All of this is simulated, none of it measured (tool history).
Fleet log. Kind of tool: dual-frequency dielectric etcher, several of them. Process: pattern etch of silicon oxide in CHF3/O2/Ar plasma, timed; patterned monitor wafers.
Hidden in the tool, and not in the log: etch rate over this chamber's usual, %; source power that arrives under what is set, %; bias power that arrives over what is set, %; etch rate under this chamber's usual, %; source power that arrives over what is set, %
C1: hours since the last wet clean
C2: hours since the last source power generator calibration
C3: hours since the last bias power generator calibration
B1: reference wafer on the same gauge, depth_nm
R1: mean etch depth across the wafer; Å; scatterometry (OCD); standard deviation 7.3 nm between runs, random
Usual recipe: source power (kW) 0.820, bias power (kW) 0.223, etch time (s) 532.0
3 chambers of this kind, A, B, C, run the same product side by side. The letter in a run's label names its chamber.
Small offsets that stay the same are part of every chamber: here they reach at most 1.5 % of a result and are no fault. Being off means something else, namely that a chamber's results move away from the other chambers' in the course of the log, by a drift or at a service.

{"run": "1A", "day": 0.438, "source power (kW)": 0.82, "bias power (kW)": 0.223, "etch time (s)": 532.0, "C1": 177.7, "C2": 3988.7, "C3": 1532.7, "B1": 1028.5, "R1": 12788}
{"day": 0.729, "done": "chamber A: source power generator calibrated"}
{"run": "2B", "day": 0.883, "source power (kW)": 0.82, "bias power (kW)": 0.223, "etch time (s)": 532.0, "C1": 64.2, "C2": 1755.7, "C3": 793.4, "B1": 1031.8, "R1": 12776}
{"run": "3C", "day": 1.308, "source power (kW)": 0.82, "bias power (kW)": 0.223, "etch time (s)": 532.0, "C1": 220.0, "C2": 540.1, "C3": 335.9, "B1": 1031.7, "R1": 12868}
{"run": "4A", "day": 1.704, "source power (kW)": 0.82, "bias power (kW)": 0.223, "etch time (s)": 532.0, "C1": 208.1, "C2": 23.4, "C3": 1563.1, "B1": 1029.1, "R1": 12822}
{"run": "5C", "day": 2.05, "source power (kW)": 0.82, "bias power (kW)": 0.223, "etch time (s)": 532.0, "C1": 237.8, "C2": 557.9, "C3": 353.7, "B1": 1029.7, "R1": 12830}
{"run": "6B", "day": 2.458, "source power (kW)": 0.82, "bias power (kW)": 0.251, "etch time (s)": 532.0, "C1": 102.0, "C2": 1793.5, "C3": 831.2, "B1": 1030.3, "R1": 13370}
{"run": "7A", "day": 2.933, "source power (kW)": 0.82, "bias power (kW)": 0.251, "etch time (s)": 532.0, "C1": 237.6, "C2": 52.9, "C3": 1592.6, "B1": 1030.0, "R1": 13228}
{"run": "8B", "day": 3.25, "source power (kW)": 0.82, "bias power (kW)": 0.251, "etch time (s)": 532.0, "C1": 121.0, "C2": 1812.5, "C3": 850.2, "B1": 1030.1, "R1": 13125}
{"run": "9C", "day": 3.8, "source power (kW)": 0.82, "bias power (kW)": 0.223, "etch time (s)": 532.0, "C1": 279.8, "C2": 599.9, "C3": 395.7, "B1": 1030.5, "R1": 12965}
{"run": "10C", "day": 4.204, "source power (kW)": 0.82, "bias power (kW)": 0.223, "etch time (s)": 532.0, "C1": 289.5, "C2": 609.6, "C3": 405.4, "B1": 1028.8, "R1": 12887}
{"run": "11A", "day": 4.583, "source power (kW)": 0.82, "bias power (kW)": 0.223, "etch time (s)": 532.0, "C1": 277.2, "C2": 92.5, "C3": 1632.2, "B1": 1030.3, "R1": 12794}
{"run": "12B", "day": 5.112, "source power (kW)": 0.82, "bias power (kW)": 0.223, "etch time (s)": 532.0, "C1": 165.7, "C2": 1857.2, "C3": 894.9, "B1": 1030.1, "R1": 12747}
{"run": "13B", "day": 5.667, "source power (kW)": 0.82, "bias power (kW)": 0.223, "etch time (s)": 442.5, "C1": 179.0, "C2": 1870.5, "C3": 908.2, "B1": 1029.9, "R1": 10661}
{"run": "14A", "day": 5.983, "source power (kW)": 0.82, "bias power (kW)": 0.223, "etch time (s)": 442.5, "C1": 310.8, "C2": 126.1, "C3": 1665.8, "B1": 1029.7, "R1": 10554}
{"run": "15C", "day": 6.438, "source power (kW)": 0.82, "bias power (kW)": 0.223, "etch time (s)": 442.5, "C1": 343.1, "C2": 663.2, "C3": 459.0, "B1": 1031.0, "R1": 10758}
{"day": 6.821, "done": "chamber A: wet clean of the chamber"}
{"run": "16A", "day": 6.921, "source power (kW)": 0.82, "bias power (kW)": 0.223, "etch time (s)": 532.0, "C1": 2.4, "C2": 148.6, "C3": 1688.3, "B1": 1030.4, "R1": 12768}
{"run": "17C", "day": 7.296, "source power (kW)": 0.82, "bias power (kW)": 0.223, "etch time (s)": 532.0, "C1": 363.7, "C2": 683.8, "C3": 479.6, "B1": 1029.5, "R1": 13078}
{"run": "18B", "day": 7.554, "source power (kW)": 0.82, "bias power (kW)": 0.223, "etch time (s)": 532.0, "C1": 224.3, "C2": 1915.8, "C3": 953.5, "B1": 1030.3, "R1": 12823}
{"run": "19B", "day": 8.104, "source power (kW)": 0.82, "bias power (kW)": 0.223, "etch time (s)": 532.0, "C1": 237.5, "C2": 1929.0, "C3": 966.7, "B1": 1030.3, "R1": 12716}
{"run": "20C", "day": 8.404, "source power (kW)": 0.82, "bias power (kW)": 0.223, "etch time (s)": 532.0, "C1": 390.3, "C2": 710.4, "C3": 506.2, "B1": 1030.3, "R1": 13208}
{"run": "21A", "day": 8.858, "source power (kW)": 0.82, "bias power (kW)": 0.223, "etch time (s)": 532.0, "C1": 48.9, "C2": 195.1, "C3": 1734.8, "B1": 1028.6, "R1": 12727}
{"run": "22A", "day": 9.404, "source power (kW)": 0.82, "bias power (kW)": 0.223, "etch time (s)": 653.0, "C1": 62.0, "C2": 208.2, "C3": 1747.9, "B1": 1029.7, "R1": 15486}
{"run": "23C", "day": 9.821, "source power (kW)": 0.82, "bias power (kW)": 0.223, "etch time (s)": 653.0, "C1": 424.3, "C2": 744.4, "C3": 540.2, "B1": 1030.7, "R1": 16168}
{"run": "24B", "day": 10.108, "source power (kW)": 0.82, "bias power (kW)": 0.223, "etch time (s)": 653.0, "C1": 285.6, "C2": 1977.1, "C3": 1014.8, "B1": 1029.6, "R1": 15759}
{"run": "25C", "day": 10.467, "source power (kW)": 0.82, "bias power (kW)": 0.223, "etch time (s)": 532.0, "C1": 439.8, "C2": 759.9, "C3": 555.7, "B1": 1028.9, "R1": 13185}
{"run": "26A", "day": 10.758, "source power (kW)": 0.82, "bias power (kW)": 0.223, "etch time (s)": 532.0, "C1": 94.5, "C2": 240.7, "C3": 1780.4, "B1": 1029.8, "R1": 12783}
{"run": "27B", "day": 11.012, "source power (kW)": 0.82, "bias power (kW)": 0.223, "etch time (s)": 532.0, "C1": 307.3, "C2": 1998.8, "C3": 1036.5, "B1": 1028.5, "R1": 12698}
{"run": "28C", "day": 11.329, "source power (kW)": 0.82, "bias power (kW)": 0.223, "etch time (s)": 532.0, "C1": 460.5, "C2": 780.6, "C3": 576.4, "B1": 1029.3, "R1": 13357}
{"run": "29A", "day": 11.775, "source power (kW)": 0.82, "bias power (kW)": 0.223, "etch time (s)": 532.0, "C1": 118.9, "C2": 265.1, "C3": 1804.8, "B1": 1029.6, "R1": 12762}
{"run": "30B", "day": 12.35, "source power (kW)": 0.82, "bias power (kW)": 0.223, "etch time (s)": 532.0, "C1": 339.4, "C2": 2030.9, "C3": 1068.6, "B1": 1030.8, "R1": 12887}
{"run": "31A", "day": 12.788, "source power (kW)": 0.82, "bias power (kW)": 0.223, "etch time (s)": 532.0, "C1": 143.2, "C2": 289.4, "C3": 1829.1, "B1": 1031.1, "R1": 12868}

Does one chamber stand apart from the rest, does the shared gauge drift, or is all well apart from small per-chamber offsets? Give the chamber and the most likely cause, where there is one.

One chamber, C, drifts off from the rest bit by bit.
What lies behind it: etch rate over this chamber's usual, % = 3.51.

Chamber C could run next with any of the 4 candidate recipes listed below; each alters the usual settings, and their results appear as question marks. Which one brings its results back in line with what the other chambers deliver on the usual settings?
To be in line, a result may differ from the other chambers' mean on the usual settings by at most: R1 260 Å
{"run": "32C-1", "day": 13.208, "source power (kW)": 0.82, "bias power (kW)": 0.225, "etch time (s)": 555.0, "R1": "?"}
{"run": "32C-2", "day": 13.208, "source power (kW)": 0.82, "bias power (kW)": 0.223, "etch time (s)": 537.5, "R1": "?"}
{"run": "32C-3", "day": 13.208, "source power (kW)": 0.82, "bias power (kW)": 0.193, "etch time (s)": 532.0, "R1": "?"}
{"run": "32C-4", "day": 13.208, "source power (kW)": 0.82, "bias power (kW)": 0.223, "etch time (s)": 526.5, "R1": "?"}

The mean the other chambers reach with the usual settings: R1 12727 Å
run=32C-1 R1=13955
run=32C-2 R1=13473
run=32C-3 R1=12689
run=32C-4 R1=13197
With 32C-3, the chamber falls back in line with the rest.
